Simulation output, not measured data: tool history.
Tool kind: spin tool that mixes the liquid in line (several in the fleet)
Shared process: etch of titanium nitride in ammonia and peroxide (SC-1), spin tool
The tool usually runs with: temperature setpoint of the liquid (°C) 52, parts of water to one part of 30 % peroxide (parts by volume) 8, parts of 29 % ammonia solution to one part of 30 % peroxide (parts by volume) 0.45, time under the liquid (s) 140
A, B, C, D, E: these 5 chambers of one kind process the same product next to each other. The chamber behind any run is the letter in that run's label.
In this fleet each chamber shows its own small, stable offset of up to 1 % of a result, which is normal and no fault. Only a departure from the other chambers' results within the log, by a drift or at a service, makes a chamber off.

run	hour	temperature setpoint of the liquid (°C)	parts of water to one part of 30 % peroxide (parts by volume)	parts of 29 % ammonia solution to one part of 30 % peroxide (parts by volume)	time under the liquid (s)	hours since the thermometer was replaced	hours since the ammonia flow meter was replaced	hours since the heated supply line was repaired	hours since the drum of ammonia solution was connected	read-back film thickness of the titanium nitride reference wafer, read on the same gauge (nm)	thickness taken off the titanium nitride on a monitor wafer (nm)
1E	5.7	52	8	0.45	140	1045.5	181	118.8	484.4	100.05	6.1345
2C	16.8	52	8	0.45	140	866.2	840.1	250.9	490.9	100.03	6.0788
3B	23.8	52	8	0.45	140	30.3	783.3	2173.5	769.5	99.968	6.0525
# hour 25.8: chamber A: ammonia flow meter replaced
# hour 28.6: chamber B: new drum of ammonia solution connected
4D	33.5	52	8	0.45	140	1042.8	2024.8	652.9	182.2	99.969	5.9878
5A	45.7	52	8	0.45	140	1265.4	19.9	222.3	160	99.978	6.0477
6E	52.6	52	8	0.45	140	1092.4	227.9	165.7	531.3	99.999	6.0854
7D	58.4	52	8	0.45	140	1067.7	2049.7	677.8	207.1	100	5.973
8B	67.4	52	8	0.45	140	73.9	826.9	2217.1	38.9	99.935	6.0458
9A	78.7	52	8	0.45	140	1298.4	52.9	255.3	193	99.984	6.0604
10C	89.6	52	8	0.45	140	939	912.9	323.7	563.7	100.04	6.0605
11B	100.6	52	8	0.45	140	107.1	860.1	2250.3	72.1	100.02	6.0507
12E	109	52	8	0.45	140	1148.8	284.3	222.1	587.7	100.01	6.0461
13A	119.5	52	8	0.45	140	1339.2	93.7	296.1	233.8	99.961	6.019
14C	127.1	52	8	0.45	140	976.5	950.4	361.2	601.2	99.988	6.0327
# hour 129.3: chamber D: new drum of ammonia solution connected
15D	133.2	52	8	0.45	140	1142.5	2124.5	752.6	4	99.965	5.9698
# hour 135.8: chamber D: ammonia flow meter replaced
16E	143.2	52	6.5	0.45	140	1183	318.5	256.3	621.9	100.02	6.7092
17A	148.9	52	6.5	0.45	140	1368.6	123.1	325.5	263.2	99.978	6.6783
# hour 153.6: chamber E: thermometer replaced
18B	154.8	52	6.5	0.45	140	161.3	914.3	2304.5	126.3	99.978	6.7304
# hour 165.3: chamber C: new drum of ammonia solution connected
19C	166	52	6.5	0.45	140	1015.4	989.3	400.1	0.8	99.989	6.6995
20D	171.9	52	6.5	0.45	140	1181.2	36.1	791.3	42.7	99.999	6.5959
21E	178.1	52	8	0.45	140	24.6	353.4	291.2	656.8	99.99	6.0808
22D	185.9	52	8	0.45	140	1195.2	50.1	805.3	56.7	100.04	5.8828
23C	192.5	52	8	0.45	140	1041.9	1015.8	426.6	27.3	99.99	6.0827
24B	203	52	8	0.45	140	209.5	962.5	2352.7	174.5	99.992	6.0381
25A	211.7	52	8	0.45	140	1431.4	185.9	388.3	326	99.963	6.0311
26B	221.3	52	8	0.45	140	227.8	980.8	2371	192.8	99.987	6.0497
27A	227.3	52	8	0.45	140	1447	201.5	403.9	341.6	100	6.0407
28C	236.9	52	8	0.45	140	1086.3	1060.2	471	71.7	100.01	6.0569
29D	242.4	52	8	0.45	140	1251.7	106.6	861.8	113.2	99.979	5.9128
30E	248.3	52	8	0.45	140	94.8	423.6	361.4	727	100.02	6.0962
31D	259.1	52	8	0.45	140	1268.4	123.3	878.5	129.9	99.979	5.8641
32C	265	52	8	0.45	140	1114.4	1088.3	499.1	99.8	99.995	6.0371
33A	273.2	52	8	0.45	140	1492.9	247.4	449.8	387.5	99.974	5.9942
34B	282.7	46	8	0.45	175	289.2	1042.2	2432.4	254.2	99.985	4.946
35E	294	46	8	0.45	175	140.5	469.3	407.1	772.7	100.01	4.9689
36A	305.4	46	8	0.45	175	1525.1	279.6	482	419.7	100.01	4.9578
37B	310.8	46	8	0.45	175	317.3	1070.3	2460.5	282.3	99.963	4.9621
38C	320.7	46	8	0.45	175	1170.1	1144	554.8	155.5	100	4.9701
39D	332.9	47	9.5	0.45	140	1342.2	197.1	952.3	203.7	100.01	3.7298

Decide between three cases: one chamber stands off from its peers, the gauge reading all wafers drifts, or nothing is wrong past each chamber's small offset. Where a chamber is off, say which and what most likely put it there.

Little by little, chamber D moves away from the other chambers.
What lies behind it: liquid colder than its thermometer reads (K) = 0.383.
With only this log, it may be confused with: temperature lost on the way to the wafer (K).

Here are 4 candidates for chamber D's next run, each the usual settings with a change, their results left as question marks. Which one brings its results back in line with what the others give on the usual settings?
Maximum distance from the other chambers' mean on the usual settings for a result to count as in line: thickness taken off the titanium nitride on a monitor wafer (nm) 0.091
40D-1	341.7	52	8	0.45	135						?
40D-2	341.7	52	9	0.45	140						?
40D-3	341.7	52	7	0.45	140						?
40D-4	341.7	52.5	8	0.45	140						?

What the other chambers average on the usual settings: thickness taken off the titanium nitride on a monitor wafer (nm) 6.0363
run	thickness taken off the titanium nitride on a monitor wafer (nm)
40D-1	5.6189
40D-2	5.489
40D-3	6.2269
40D-4	6.0354
Change 40D-4 lands the chamber within the allowed miss of the other chambers.
